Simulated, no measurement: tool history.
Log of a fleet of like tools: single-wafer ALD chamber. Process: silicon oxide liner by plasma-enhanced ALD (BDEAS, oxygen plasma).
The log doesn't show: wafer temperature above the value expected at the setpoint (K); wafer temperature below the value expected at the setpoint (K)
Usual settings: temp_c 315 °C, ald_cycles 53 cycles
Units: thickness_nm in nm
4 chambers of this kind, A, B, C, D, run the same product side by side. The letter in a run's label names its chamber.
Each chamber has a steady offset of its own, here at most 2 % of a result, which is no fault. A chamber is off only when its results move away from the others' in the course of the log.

run   hour  temp_c  ald_cycles  hours since the last thermocouple change  read-back reference wafer on the same gauge, thickness_nm  thickness_nm
 1C    6.2     315          53                                     476.3                                                     5.3013        4.9487
 2D   17.6     315          53                                     372.5                                                     5.3018        4.8032
 3A   26.8     315          53                                     148.3                                                     5.3005         4.819
 4B   32.5     315          53                                    1225.6                                                     5.2998        4.8294
 5A   43.6     323          46                                     165.1                                                     5.3029        4.2161
 6D   51.1     323          46                                       406                                                     5.3013         4.105
 7B   58.4     323          46                                    1251.5                                                     5.3017        4.0903
 8C   65.4     323          46                                     535.5                                                     5.3008        4.2021
 9A   73.1     324          58                                     194.6                                                     5.2987        5.2502
10D   82.6     324          58                                     437.5                                                      5.299        5.1434
11C   88.3     324          58                                     558.4                                                     5.2986         5.316
12B   94.8     324          58                                    1287.9                                                        5.3         5.191
13B  103.5     315          53                                    1296.6                                                     5.3059        4.7835
14A  110.6     315          53                                     232.1                                                     5.3007        4.8883
15D  122.3     315          53                                     477.2                                                     5.3138        4.7951
16C  130.3     315          53                                     600.4                                                     5.3001        4.9232
17C  137.2     315          53                                     607.3                                                     5.3006        4.8905
     142.4  -- chamber B: thermocouple changed; heater temperature recalibrated
18D  146.9     315          53                                     501.8                                                     5.2951        4.7966
19A  157.4     315          53                                     278.9                                                     5.2946        4.8664
20B  163.9     315          53                                      21.6                                                     5.3042         4.774
21A  176.1     315          53                                     297.6                                                     5.3006        4.8721
22B  181.7     315          53                                      39.4                                                     5.2992        4.7861
23C    188     315          53                                     658.1                                                     5.2998        4.9531
24D    201     315          53                                     555.9                                                     5.2977        4.7775
25C  212.9     315          53                                       683                                                     5.2977        4.9223
26D  221.2     315          53                                     576.1                                                     5.2948        4.8369
27A  227.7     315          53                                     349.2                                                     5.2972        4.7714
28B  240.1     315          53                                      97.8                                                     5.3029         4.788
29C  252.3     315          58                                     722.4                                                     5.2961        5.3964
30D    260     315          58                                     614.9                                                      5.302        5.3046
31B  269.4     315          58                                     127.1                                                      5.304        5.2319
32A  275.2     315          58                                     396.7                                                     5.3012        5.2815
33A  281.2     330          53                                     402.7                                                     5.3006        4.6959
34C  292.3     330          53                                     762.4                                                     5.2977        4.7954
35B  300.1     330          53                                     157.8                                                     5.3047        4.7341
36D  307.6     330          53                                     662.5                                                     5.3038        4.7459
37B  313.9     315          53                                     171.6                                                     5.2967        4.8312
38C  324.3     315          53                                     794.4                                                      5.299        4.9082
39D  333.7     315          53                                     688.6                                                     5.3007         4.793

All 4 chambers run these settings next. Forecast each chamber's results:
40A  343.1     315          43                                                                                                                  ?
40B  343.1     315          43                                                                                                                  ?
40C  343.1     315          43                                                                                                                  ?
40D  343.1     315          43                                                                                                                  ?

run  thickness_nm
40A        3.9138
40B        3.8901
40C        3.9559
40D        3.9258
